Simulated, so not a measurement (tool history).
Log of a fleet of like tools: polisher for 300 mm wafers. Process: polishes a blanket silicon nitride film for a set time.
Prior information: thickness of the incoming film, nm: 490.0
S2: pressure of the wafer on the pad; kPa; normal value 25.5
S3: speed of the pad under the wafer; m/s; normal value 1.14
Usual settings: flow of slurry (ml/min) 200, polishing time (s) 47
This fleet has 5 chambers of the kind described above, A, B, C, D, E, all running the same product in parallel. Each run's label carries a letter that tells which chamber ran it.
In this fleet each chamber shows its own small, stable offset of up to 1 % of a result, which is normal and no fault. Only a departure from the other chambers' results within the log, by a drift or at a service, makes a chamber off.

{"hour": 2.8, "done": "chamber B: worn pad replaced by a new one"}
{"hour": 6.4, "done": "chamber E: worn pad replaced by a new one"}
{"run": "1B", "hour": 11.0, "flow of slurry (ml/min)": 200, "S2": 25.5, "S3": 1.14, "polishing time (s)": 47, "film removed (Å)": 832.97}
{"hour": 15.4, "done": "chamber E: slurry nozzle cleaned"}
{"run": "2A", "hour": 19.8, "flow of slurry (ml/min)": 200, "S2": 25.5, "S3": 1.14, "polishing time (s)": 47, "film removed (Å)": 861.92}
{"hour": 22.1, "done": "chamber A: worn pad replaced by a new one"}
{"hour": 29.8, "done": "chamber C: worn pad replaced by a new one"}
{"run": "3E", "hour": 30.6, "flow of slurry (ml/min)": 200, "S2": 25.5, "S3": 1.14, "polishing time (s)": 47, "film removed (Å)": 851.12}
{"hour": 31.2, "done": "chamber D: worn pad replaced by a new one"}
{"run": "4C", "hour": 41.4, "flow of slurry (ml/min)": 200, "S2": 25.5, "S3": 1.14, "polishing time (s)": 47, "film removed (Å)": 855.99}
{"run": "5D", "hour": 47.9, "flow of slurry (ml/min)": 200, "S2": 25.5, "S3": 1.14, "polishing time (s)": 47, "film removed (Å)": 854.57}
{"run": "6C", "hour": 60.6, "flow of slurry (ml/min)": 200, "S2": 25.5, "S3": 1.14, "polishing time (s)": 47, "film removed (Å)": 849.51}
{"run": "7D", "hour": 70.8, "flow of slurry (ml/min)": 200, "S2": 25.5, "S3": 1.14, "polishing time (s)": 47, "film removed (Å)": 856.46}
{"run": "8E", "hour": 80.1, "flow of slurry (ml/min)": 200, "S2": 25.5, "S3": 1.14, "polishing time (s)": 47, "film removed (Å)": 860.52}
{"run": "9A", "hour": 88.9, "flow of slurry (ml/min)": 200, "S2": 25.5, "S3": 1.14, "polishing time (s)": 47, "film removed (Å)": 853}
{"run": "10B", "hour": 97.5, "flow of slurry (ml/min)": 200, "S2": 25.5, "S3": 1.14, "polishing time (s)": 47, "film removed (Å)": 839.52}
{"hour": 105.8, "done": "chamber A: worn pad replaced by a new one"}
{"run": "11A", "hour": 108.5, "flow of slurry (ml/min)": 200, "S2": 20, "S3": 1.14, "polishing time (s)": 47, "film removed (Å)": 670.58}
{"hour": 118.5, "done": "chamber B: worn pad replaced by a new one"}
{"run": "12B", "hour": 122.3, "flow of slurry (ml/min)": 200, "S2": 20, "S3": 1.14, "polishing time (s)": 47, "film removed (Å)": 655.61}
{"hour": 122.5, "done": "chamber C: worn pad replaced by a new one"}
{"hour": 132.3, "done": "chamber E: worn pad replaced by a new one"}
{"run": "13C", "hour": 133.4, "flow of slurry (ml/min)": 200, "S2": 20, "S3": 1.14, "polishing time (s)": 47, "film removed (Å)": 657.62}
{"run": "14D", "hour": 142.3, "flow of slurry (ml/min)": 200, "S2": 20, "S3": 1.14, "polishing time (s)": 47, "film removed (Å)": 663.83}
{"run": "15E", "hour": 154.8, "flow of slurry (ml/min)": 200, "S2": 20, "S3": 1.14, "polishing time (s)": 47, "film removed (Å)": 648.8}
{"run": "16B", "hour": 161.0, "flow of slurry (ml/min)": 160, "S2": 25.5, "S3": 1.14, "polishing time (s)": 36, "film removed (Å)": 636.72}
{"hour": 166.6, "done": "chamber D: worn pad replaced by a new one"}
{"run": "17D", "hour": 172.4, "flow of slurry (ml/min)": 160, "S2": 25.5, "S3": 1.14, "polishing time (s)": 36, "film removed (Å)": 635.77}
{"hour": 181.0, "done": "chamber D: slurry nozzle cleaned"}
{"run": "18C", "hour": 181.4, "flow of slurry (ml/min)": 160, "S2": 25.5, "S3": 1.14, "polishing time (s)": 36, "film removed (Å)": 627.68}
{"hour": 187.6, "done": "chamber A: worn pad replaced by a new one"}
{"run": "19E", "hour": 187.6, "flow of slurry (ml/min)": 160, "S2": 25.5, "S3": 1.14, "polishing time (s)": 36, "film removed (Å)": 590.06}
{"run": "20A", "hour": 195.2, "flow of slurry (ml/min)": 160, "S2": 25.5, "S3": 1.14, "polishing time (s)": 36, "film removed (Å)": 630.99}
{"run": "21D", "hour": 208.3, "flow of slurry (ml/min)": 165, "S2": 25.5, "S3": 1.14, "polishing time (s)": 47, "film removed (Å)": 836.6}
{"hour": 216.1, "done": "chamber C: worn pad replaced by a new one"}
{"run": "22B", "hour": 219.6, "flow of slurry (ml/min)": 165, "S2": 25.5, "S3": 1.14, "polishing time (s)": 47, "film removed (Å)": 823.61}
{"run": "23A", "hour": 230.4, "flow of slurry (ml/min)": 165, "S2": 25.5, "S3": 1.14, "polishing time (s)": 47, "film removed (Å)": 803.64}
{"hour": 239.7, "done": "chamber B: worn pad replaced by a new one"}
{"run": "24C", "hour": 244.0, "flow of slurry (ml/min)": 165, "S2": 25.5, "S3": 1.14, "polishing time (s)": 47, "film removed (Å)": 842.7}
{"run": "25E", "hour": 256.7, "flow of slurry (ml/min)": 165, "S2": 25.5, "S3": 1.14, "polishing time (s)": 47, "film removed (Å)": 757.07}
{"hour": 262.0, "done": "chamber A: worn pad replaced by a new one"}
{"run": "26D", "hour": 263.7, "flow of slurry (ml/min)": 200, "S2": 25.5, "S3": 1.42, "polishing time (s)": 62, "film removed (Å)": 1324.2}
{"hour": 263.9, "done": "chamber E: worn pad replaced by a new one"}
{"run": "27B", "hour": 276.8, "flow of slurry (ml/min)": 200, "S2": 25.5, "S3": 1.42, "polishing time (s)": 62, "film removed (Å)": 1302.8}
{"run": "28A", "hour": 289.7, "flow of slurry (ml/min)": 200, "S2": 25.5, "S3": 1.42, "polishing time (s)": 62, "film removed (Å)": 1311.4}
{"run": "29C", "hour": 298.9, "flow of slurry (ml/min)": 200, "S2": 25.5, "S3": 1.42, "polishing time (s)": 62, "film removed (Å)": 1347.8}
{"run": "30E", "hour": 312.8, "flow of slurry (ml/min)": 200, "S2": 25.5, "S3": 1.42, "polishing time (s)": 62, "film removed (Å)": 1236.1}
{"run": "31E", "hour": 322.8, "flow of slurry (ml/min)": 255, "S2": 25.5, "S3": 1.14, "polishing time (s)": 47, "film removed (Å)": 786.67}

Predict what each chamber gives when all 5 of them run the settings below next.
{"run": "32A", "hour": 332.6, "flow of slurry (ml/min)": 200, "S2": 25.5, "S3": 1.52, "polishing time (s)": 47, "film removed (Å)": "?"}
{"run": "32B", "hour": 332.6, "flow of slurry (ml/min)": 200, "S2": 25.5, "S3": 1.52, "polishing time (s)": 47, "film removed (Å)": "?"}
{"run": "32C", "hour": 332.6, "flow of slurry (ml/min)": 200, "S2": 25.5, "S3": 1.52, "polishing time (s)": 47, "film removed (Å)": "?"}
{"run": "32D", "hour": 332.6, "flow of slurry (ml/min)": 200, "S2": 25.5, "S3": 1.52, "polishing time (s)": 47, "film removed (Å)": "?"}
{"run": "32E", "hour": 332.6, "flow of slurry (ml/min)": 200, "S2": 25.5, "S3": 1.52, "polishing time (s)": 47, "film removed (Å)": "?"}

run=32A film_removed_(Å)=1081.3
run=32B film_removed_(Å)=1040.6
run=32C film_removed_(Å)=1078.9
run=32D film_removed_(Å)=1083.4
run=32E film_removed_(Å)=946.13
